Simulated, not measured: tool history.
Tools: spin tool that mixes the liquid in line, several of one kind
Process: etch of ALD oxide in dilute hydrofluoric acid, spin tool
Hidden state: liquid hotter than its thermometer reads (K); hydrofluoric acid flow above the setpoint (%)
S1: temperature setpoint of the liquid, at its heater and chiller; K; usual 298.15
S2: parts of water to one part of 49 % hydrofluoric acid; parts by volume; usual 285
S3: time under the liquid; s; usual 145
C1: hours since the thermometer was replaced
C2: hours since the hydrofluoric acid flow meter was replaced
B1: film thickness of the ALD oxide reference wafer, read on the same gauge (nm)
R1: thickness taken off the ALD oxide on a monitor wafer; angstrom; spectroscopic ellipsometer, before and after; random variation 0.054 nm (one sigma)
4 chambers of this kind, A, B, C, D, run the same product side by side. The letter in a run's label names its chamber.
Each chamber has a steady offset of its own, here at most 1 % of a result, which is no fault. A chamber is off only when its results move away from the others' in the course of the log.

run	hour	S1	S2	S3	C1	C2	B1	R1
1D	7	298.15	285	145	51.3	21.2	40.017	82.086
2A	11.8	298.15	285	145	89.2	1752.2	40.009	81.896
3B	17.5	298.15	285	145	283.4	375.3	39.985	83.763
4C	24.4	298.15	285	145	2317	427.9	39.997	82.491
5C	33.9	298.15	285	145	2326.5	437.4	39.985	82.792
6B	40.7	298.15	285	145	306.6	398.5	39.994	83.431
7D	45.2	298.15	285	145	89.5	59.4	39.994	83.231
8A	51	298.15	285	145	128.4	1791.4	39.981	83.089
9D	57.6	298.15	285	145	101.9	71.8	39.989	83.927
10A	63.3	298.15	285	145	140.7	1803.7	40	82.266
11C	70.2	298.15	285	145	2362.8	473.7	39.987	83.443
12B	78.7	298.15	285	145	344.6	436.5	40.007	83.024
13D	83.7	298.15	285	145	128	97.9	39.999	83.924
14C	93.2	298.15	285	145	2385.8	496.7	40.004	83.174
15A	98.2	298.15	285	145	175.6	1838.6	39.985	82.372
16B	104.1	298.15	285	145	370	461.9	40.007	83.644
17D	110	298.15	285	145	154.3	124.2	39.988	84.487
18C	117.4	298.15	285	145	2410	520.9	39.996	81.928
19A	123.3	298.15	285	145	200.7	1863.7	40.003	82.538
20B	132.5	298.15	285	145	398.4	490.3	39.99	85.061
21A	139.2	298.15	285	145	216.6	1879.6	40.01	84.134
22B	148.8	298.15	285	145	414.7	506.6	39.993	84.288
23D	154.2	298.15	285	145	198.5	168.4	40.003	83.029
24C	158.8	298.15	285	145	2451.4	562.3	40.007	82.027
25C	167.6	298.15	285	145	2460.2	571.1	39.991	83.103
26A	175.5	298.15	285	145	252.9	1915.9	39.995	82.241
27D	181.3	298.15	285	145	225.6	195.5	40.005	83.227
28B	189	298.15	285	145	454.9	546.8	40.014	86.661
29C	197.3	298.15	285	145	2489.9	600.8	40.001	83.328
30D	204.9	298.15	155	120	249.2	219.1	40.012	148.04
31B	210.5	298.15	155	120	476.4	568.3	40.01	151.07
32A	218.1	298.15	155	120	295.5	1958.5	40.022	148.84
33B	225.4	298.15	155	120	491.3	583.2	39.997	151.3

What goes on in this fleet: one chamber off, a drifting gauge, or nothing beyond the chambers' own small offsets? Name the chamber and the cause, if any.

Chamber B drifts away from the others.
Cause: liquid hotter than its thermometer reads (K) = 1.56.
The log may not tell that from: hydrofluoric acid flow above the setpoint (%).

Here are 4 candidates for chamber B's next run, each the usual settings with a change, their results left as question marks. Which one brings its results back in line with what the others give on the usual settings?
In line means no further than this from the other chambers' mean on the usual settings: R1 1.9 angstrom
34B-1	232.5	298.15	280	150				?
34B-2	232.5	298.65	285	145				?
34B-3	232.5	297.65	285	145				?
34B-4	232.5	298.15	290	140				?

The other chambers' mean on the usual settings: R1 83.118 angstrom
run	R1
34B-1	93.051
34B-2	89.471
34B-3	86.455
34B-4	83.038
34B-4 brings the chamber back in line.

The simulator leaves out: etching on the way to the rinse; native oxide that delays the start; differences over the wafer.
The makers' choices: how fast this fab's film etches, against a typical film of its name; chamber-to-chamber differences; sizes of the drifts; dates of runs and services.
